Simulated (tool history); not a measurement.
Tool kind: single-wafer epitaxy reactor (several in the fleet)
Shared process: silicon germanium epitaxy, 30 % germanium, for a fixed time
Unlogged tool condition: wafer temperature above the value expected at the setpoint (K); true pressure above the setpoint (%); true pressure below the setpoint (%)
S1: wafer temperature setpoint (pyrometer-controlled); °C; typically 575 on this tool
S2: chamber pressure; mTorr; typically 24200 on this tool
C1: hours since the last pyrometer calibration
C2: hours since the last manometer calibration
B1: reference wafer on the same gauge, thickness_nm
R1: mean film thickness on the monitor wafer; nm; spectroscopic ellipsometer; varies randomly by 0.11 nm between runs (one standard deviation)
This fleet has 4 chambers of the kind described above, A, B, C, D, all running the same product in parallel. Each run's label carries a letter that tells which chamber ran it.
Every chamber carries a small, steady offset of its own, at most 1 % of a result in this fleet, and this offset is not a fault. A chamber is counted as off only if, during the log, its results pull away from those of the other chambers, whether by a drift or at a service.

run     day   S1     S2      C1      C2      B1      R1
 1D   0.321  575  24200   709.8    17.1  46.878  39.287
 2B   0.838  575  24200   692.4   157.3  46.905  39.847
 3A   1.333  575  24200   828.3  2189.8  46.869  39.831
 4C   1.633  575  24200  1289.7   818.3  46.885  40.189
 5C   2.042  575  24200  1299.5   828.1  46.929  39.992
 6D   2.508  563  21500   762.3    69.6  46.887  29.586
 7A   2.783  563  21500   863.1  2224.6  46.859  30.082
 8B   3.271  563  21500   750.8   215.7  46.901  30.234
 9A   3.533  563  21500   881.1  2242.6   46.89  30.251
10D   4.088  575  24200   800.2   107.5  46.906   39.25
11C   4.504  575  24200  1358.6   887.2  46.856    40.2
12B   4.921  575  24200   790.4   255.3  46.899  39.922
13C   5.188  575  24200    1375   903.6  46.877  40.217
14D   5.475  575  24200   833.5   140.8  46.903  39.414
15A   5.754  575  24200   934.4  2295.9  46.934   40.16
16B   6.171  575  24200   820.4   285.3  46.882   39.83
17D   6.754  575  24200   864.2   171.5    46.9  39.439
18B   7.062  575  24200   841.8   306.7  46.878  39.841
19A   7.575  575  24200   978.1  2339.6  46.931  40.231
20C   8.054  575  24200  1443.8   972.4  46.905  39.965
21B   8.346  580  21100   872.6   337.5  46.923   41.39
22C   8.688  580  21100    1459   987.6  46.935  41.896
23A   9.217  580  21100  1017.5    2379  46.881  42.232
24D   9.742  580  21100   935.9   243.2  46.887  41.065
25C  10.004  575  24200  1490.6  1019.2  46.907  39.952
26A  10.392  575  24200  1045.7  2407.2  46.872  40.575
27B  10.758  575  24200   930.5   395.4   46.88  39.814
28D  11.075  588  28200   967.9   275.2  46.894  53.894

Has any chamber moved away from the others, gradually or after a service, or does the common gauge drift, or do the chambers differ only by their own small steady offsets? State the chamber and the most likely cause if one applies.

It is chamber A that slowly wanders off from its peers.
Most likely cause: wafer temperature above the value expected at the setpoint (K) = 1.03.
It could be hard to tell apart here from: true pressure above the setpoint (%).

Here are 4 candidates for chamber A's next run, each the usual settings with a change, their results left as question marks. Which one brings its results back in line with what the others give on the usual settings?
In line means no further than this from the other chambers' mean on the usual settings: R1 0.39 nm
29A-1  11.496  576  24400               ?
29A-2  11.496  574  24000               ?
29A-3  11.496  575  24600               ?
29A-4  11.496  575  23800               ?

Other chambers, usual settings, mean: R1 39.755 nm
  run      R1
29A-1  41.673
29A-2  39.831
29A-3  41.011
29A-4  40.474
29A-2 is the one that brings the chamber's results back in line with the other chambers.
